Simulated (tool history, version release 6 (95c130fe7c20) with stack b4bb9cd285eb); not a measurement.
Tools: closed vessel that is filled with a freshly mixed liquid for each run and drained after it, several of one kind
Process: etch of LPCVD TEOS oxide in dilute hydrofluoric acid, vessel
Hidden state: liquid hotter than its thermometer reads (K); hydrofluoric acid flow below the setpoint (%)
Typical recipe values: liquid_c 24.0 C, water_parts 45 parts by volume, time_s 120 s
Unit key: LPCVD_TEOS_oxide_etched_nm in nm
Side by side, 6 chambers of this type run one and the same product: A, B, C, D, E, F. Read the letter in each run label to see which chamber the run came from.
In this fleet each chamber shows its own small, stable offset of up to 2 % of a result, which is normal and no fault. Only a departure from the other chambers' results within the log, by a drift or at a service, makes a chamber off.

run    day  liquid_c  water_parts  time_s  hours since the thermometer was replaced  hours since the hydrofluoric acid flow meter was replaced  read-back film thickness of the LPCVD TEOS oxide reference wafer, read on the same gauge (nm)  LPCVD_TEOS_oxide_etched_nm
 1E  0.217      24.0           45     120                                     869.2                                                      721.9                                                                                         49.993                      59.285
 2C  0.471      24.0           45     120                                     372.4                                                      995.9                                                                                         50.008                      59.859
 3B  0.704      24.0           45     120                                     197.3                                                      751.4                                                                                         49.979                      58.487
 4F  0.971      24.0           45     120                                    1436.8                                                      566.3                                                                                         49.998                      58.327
 5A  1.117      22.0           45     120                                     441.7                                                     1006.0                                                                                         49.994                      54.622
 6D  1.246      22.0           45     120                                     399.6                                                     1155.8                                                                                         49.996                      55.538
 7D  1.392      22.0           45     120                                     403.1                                                     1159.3                                                                                         50.008                      55.304
 8A  1.662      22.0           45     120                                     454.8                                                     1019.1                                                                                         50.003                      54.206
 9E  1.875      22.0           45     120                                     909.0                                                      761.7                                                                                         49.977                      54.550
10F  2.104      22.0           45     120                                    1464.0                                                      593.5                                                                                         50.007                      53.861
11C  2.350      24.0           45     120                                     417.5                                                     1041.0                                                                                         49.994                      59.043
12B  2.467      24.0           45     120                                     239.6                                                      793.7                                                                                         49.972                      57.638
13D  2.646      24.0           45     120                                     433.2                                                     1189.4                                                                                         50.006                      59.549
14A  2.912      24.0           45     120                                     484.8                                                     1049.1                                                                                         49.980                      59.113
15F  3.108      19.5           45     145                                    1488.1                                                      617.6                                                                                         49.983                      58.325
16E  3.246      19.5           45     145                                     941.9                                                      794.6                                                                                         50.015                      59.303
17C  3.392      19.5           45     145                                     442.5                                                     1066.0                                                                                         50.008                      58.484
18B  3.529      19.5           45     145                                     265.1                                                      819.2                                                                                         50.011                      58.251
19B  3.742      19.5           45     145                                     270.2                                                      824.3                                                                                         50.010                      57.240
20A  3.992      19.5           45     145                                     510.7                                                     1075.0                                                                                         50.007                      58.756
21E  4.221      24.0           45     120                                     965.3                                                      818.0                                                                                         50.003                      59.748
22C  4.429      24.0           45     120                                     467.4                                                     1090.9                                                                                         49.993                      59.170
23D  4.633      24.0           45     120                                     480.9                                                     1237.1                                                                                         50.014                      59.842
24F  4.754      24.0           45     120                                    1527.6                                                      657.1                                                                                         49.999                      58.330
25C  4.979      24.0           45     120                                     480.6                                                     1104.1                                                                                         50.005                      58.539
26E  5.204      24.0           45     120                                     988.9                                                      841.6                                                                                         50.006                      59.223
27A  5.433      24.0           45     120                                     545.3                                                     1109.6                                                                                         49.990                      58.001
28D  5.642      24.0           45     120                                     505.1                                                     1261.3                                                                                         50.000                      60.263
29B  5.817      24.0           45     120                                     320.0                                                      874.1                                                                                         49.999                      58.495
30F  5.996      24.0           45     120                                    1557.4                                                      686.9                                                                                         49.990                      58.153
31A  6.154      24.0           45     120                                     562.6                                                     1126.9                                                                                         50.004                      57.439
32F  6.388      24.0           45     120                                    1566.8                                                      696.3                                                                                         50.015                      58.782
33D  6.654      24.0           45     120                                     529.4                                                     1285.6                                                                                         49.984                      59.960
34C  6.896      24.0           45     120                                     526.6                                                     1150.1                                                                                         50.018                      59.322
35E  7.088      24.0           45     120                                    1034.1                                                      886.8                                                                                         49.985                      59.279
36B  7.288      24.0           45     120                                     355.3                                                      909.4                                                                                         50.016                      57.606
37F  7.458      24.0           45     120                                    1592.5                                                      722.0                                                                                         49.984                      58.567
38A  7.612      24.0           45     120                                     597.6                                                     1161.9                                                                                         50.006                      56.562
39C  7.838      24.0           45     120                                     549.2                                                     1172.7                                                                                         49.997                      58.801

One chamber off, gauge drift, or nothing amiss beyond the chambers' own small offsets? If it is a chamber, which one, and what is the likeliest cause?

One chamber, A, drifts off from the rest bit by bit.
What lies behind it: hydrofluoric acid flow below the setpoint (%) = 4.69.
It could be hard to tell apart here from: liquid colder than its thermometer reads (K).

Chamber A could run next with any of the 4 candidate recipes listed below; each alters the usual settings, and their results appear as question marks. Which one brings its results back in line with what the other chambers deliver on the usual settings?
A result is in line if it is within this distance of the other chambers' mean on the usual settings: LPCVD_TEOS_oxide_etched_nm 1.300 nm
40A-1  8.029      24.5           45     130                                                                                                                                                                                                                               ?
40A-2  8.029      24.0           45     125                                                                                                                                                                                                                               ?
40A-3  8.029      24.0           45     110                                                                                                                                                                                                                               ?
40A-4  8.029      24.0           45     115                                                                                                                                                                                                                               ?

The other chambers' mean on the usual settings: LPCVD_TEOS_oxide_etched_nm 58.990 nm
  run  LPCVD_TEOS_oxide_etched_nm
40A-1                      62.188
40A-2                      58.602
40A-3                      51.570
40A-4                      53.914
The right change is 40A-2: it brings the chamber back within the allowed miss of the others.

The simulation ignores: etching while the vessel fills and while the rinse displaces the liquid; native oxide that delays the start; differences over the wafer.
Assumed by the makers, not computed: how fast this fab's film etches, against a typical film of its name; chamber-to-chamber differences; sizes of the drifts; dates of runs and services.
